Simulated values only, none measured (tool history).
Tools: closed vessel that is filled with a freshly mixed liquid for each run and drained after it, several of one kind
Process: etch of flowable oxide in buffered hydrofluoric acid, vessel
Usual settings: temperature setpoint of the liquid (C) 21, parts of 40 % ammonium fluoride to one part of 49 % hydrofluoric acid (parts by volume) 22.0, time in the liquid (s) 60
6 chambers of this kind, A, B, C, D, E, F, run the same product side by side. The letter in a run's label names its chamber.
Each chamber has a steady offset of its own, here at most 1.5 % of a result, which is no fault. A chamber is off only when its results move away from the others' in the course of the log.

| run | hour | temperature setpoint of the liquid (C) | parts of 40 % ammonium fluoride to one part of 49 % hydrofluoric acid (parts by volume) | time in the liquid (s) | hours since the thermometer was replaced | hours since the hydrofluoric acid flow meter was replaced | read-back film thickness of the flowable oxide reference wafer, read on the same gauge (nm) | thickness taken off the flowable oxide on a monitor wafer (nm) |
|---|---|---|---|---|---|---|---|---|
| 1C | 3.8 | 21 | 22.0 | 60 | 189.3 | 1051.3 | 79.983 | 60.948 |
| 2F | 8.4 | 21 | 22.0 | 60 | 922.6 | 499.0 | 80.015 | 61.122 |
| 3E | 13.3 | 21 | 22.0 | 60 | 348.5 | 472.1 | 79.962 | 61.459 |
| 4B | 17.2 | 21 | 22.0 | 60 | 194.9 | 962.2 | 79.975 | 61.268 |
| 5A | 20.0 | 21 | 22.0 | 60 | 543.4 | 191.0 | 80.058 | 61.222 |
| 6D | 24.2 | 21 | 22.0 | 60 | 1042.4 | 1394.3 | 80.062 | 61.433 |
| 7F | 28.1 | 21 | 22.0 | 60 | 942.3 | 518.7 | 80.012 | 61.722 |
| 8B | 31.0 | 21 | 22.0 | 60 | 208.7 | 976.0 | 79.994 | 60.873 |
| 9A | 33.6 | 21 | 14.5 | 60 | 557.0 | 204.6 | 79.965 | 90.391 |
| 10C | 36.5 | 21 | 14.5 | 60 | 222.0 | 1084.0 | 80.014 | 89.871 |
| 11D | 40.5 | 21 | 14.5 | 60 | 1058.7 | 1410.6 | 79.995 | 89.683 |
| 12E | 45.3 | 21 | 14.5 | 60 | 380.5 | 504.1 | 80.004 | 89.183 |
| 13A | 48.0 | 21 | 14.5 | 60 | 571.4 | 219.0 | 80.002 | 88.383 |
| 14D | 52.9 | 21 | 14.5 | 60 | 1071.1 | 1423.0 | 80.018 | 89.106 |
| 15F | 56.8 | 21 | 22.0 | 60 | 971.0 | 547.4 | 80.003 | 62.779 |
| 16E | 59.3 | 21 | 22.0 | 60 | 394.5 | 518.1 | 79.976 | 61.891 |
| 17C | 61.7 | 21 | 22.0 | 60 | 247.2 | 1109.2 | 80.049 | 61.865 |
| 18B | 66.4 | 21 | 22.0 | 60 | 244.1 | 1011.4 | 79.999 | 61.097 |
| 19C | 71.2 | 21 | 17.0 | 60 | 256.7 | 1118.7 | 79.991 | 77.493 |
| 20E | 74.6 | 21 | 17.0 | 60 | 409.8 | 533.4 | 79.989 | 76.666 |
| 21B | 79.5 | 21 | 17.0 | 60 | 257.2 | 1024.5 | 79.993 | 75.906 |
| 22F | 82.9 | 21 | 17.0 | 60 | 997.1 | 573.5 | 79.988 | 79.406 |
|  | 85.0 | chamber F: thermometer replaced |
| 23D | 86.3 | 21 | 17.0 | 60 | 1104.5 | 1456.4 | 80.027 | 77.363 |
| 24A | 91.2 | 21 | 17.0 | 60 | 614.6 | 262.2 | 80.017 | 75.263 |
| 25F | 93.5 | 21 | 22.0 | 60 | 8.6 | 584.1 | 80.000 | 62.294 |
| 26A | 96.1 | 21 | 18.5 | 60 | 619.5 | 267.1 | 79.981 | 71.490 |
| 27C | 100.7 | 21 | 18.5 | 60 | 286.2 | 1148.2 | 79.986 | 73.758 |
| 28D | 105.6 | 21 | 18.5 | 60 | 1123.8 | 1475.7 | 80.013 | 71.109 |
| 29E | 107.8 | 21 | 18.5 | 60 | 443.0 | 566.6 | 79.987 | 71.207 |
| 30B | 112.6 | 21 | 18.5 | 60 | 290.3 | 1057.6 | 80.006 | 70.345 |
| 31E | 115.3 | 21 | 18.5 | 60 | 450.5 | 574.1 | 79.994 | 70.347 |
| 32C | 119.3 | 21 | 22.0 | 60 | 304.8 | 1166.8 | 79.997 | 61.914 |
| 33F | 123.4 | 21 | 22.0 | 60 | 38.5 | 614.0 | 79.984 | 61.451 |
| 34A | 127.1 | 21 | 22.0 | 60 | 650.5 | 298.1 | 80.000 | 61.259 |
| 35B | 132.0 | 21 | 22.0 | 60 | 309.7 | 1077.0 | 79.979 | 60.240 |
| 36D | 137.1 | 21 | 22.0 | 60 | 1155.3 | 1507.2 | 80.056 | 61.234 |
| 37D | 142.2 | 21 | 22.0 | 60 | 1160.4 | 1512.3 | 79.970 | 60.539 |
| 38F | 146.5 | 21 | 22.0 | 80 | 61.6 | 637.1 | 79.990 | 82.789 |
| 39B | 151.2 | 21 | 22.0 | 80 | 328.9 | 1096.2 | 79.980 | 81.881 |
| 40C | 155.4 | 21 | 22.0 | 80 | 340.9 | 1202.9 | 80.022 | 86.928 |
| 41E | 158.6 | 21 | 22.0 | 80 | 493.8 | 617.4 | 79.989 | 81.547 |

Is one chamber off against the others, does the gauge drift, or is nothing wrong? If a chamber is off, say which, and what the likeliest cause is.

Chamber C drifts away from the others.
Cause: hydrofluoric acid flow above the setpoint (%) = 11.3.
The log may not tell that from: liquid hotter than its thermometer reads (K).

Here are 4 candidates for chamber C's next run, each the usual settings with a change, their results left as question marks. Which one brings its results back in line with what the others give on the usual settings?
In line means no further than this from the other chambers' mean on the usual settings: thickness taken off the flowable oxide on a monitor wafer (nm) 2.000
| 42C-1 | 162.3 | 22.0 | 22.0 | 60 |  |  |  | ? |
| 42C-2 | 162.3 | 20.0 | 22.0 | 60 |  |  |  | ? |
| 42C-3 | 162.3 | 23.5 | 22.0 | 60 |  |  |  | ? |
| 42C-4 | 162.3 | 20.5 | 22.5 | 55 |  |  |  | ? |

The other chambers' mean on the usual settings: thickness taken off the flowable oxide on a monitor wafer (nm) 61.359
| run | thickness taken off the flowable oxide on a monitor wafer (nm) |
|---|---|
| 42C-1 | 69.504 |
| 42C-2 | 62.062 |
| 42C-3 | 75.540 |
| 42C-4 | 57.433 |
42C-2 brings the chamber back in line.

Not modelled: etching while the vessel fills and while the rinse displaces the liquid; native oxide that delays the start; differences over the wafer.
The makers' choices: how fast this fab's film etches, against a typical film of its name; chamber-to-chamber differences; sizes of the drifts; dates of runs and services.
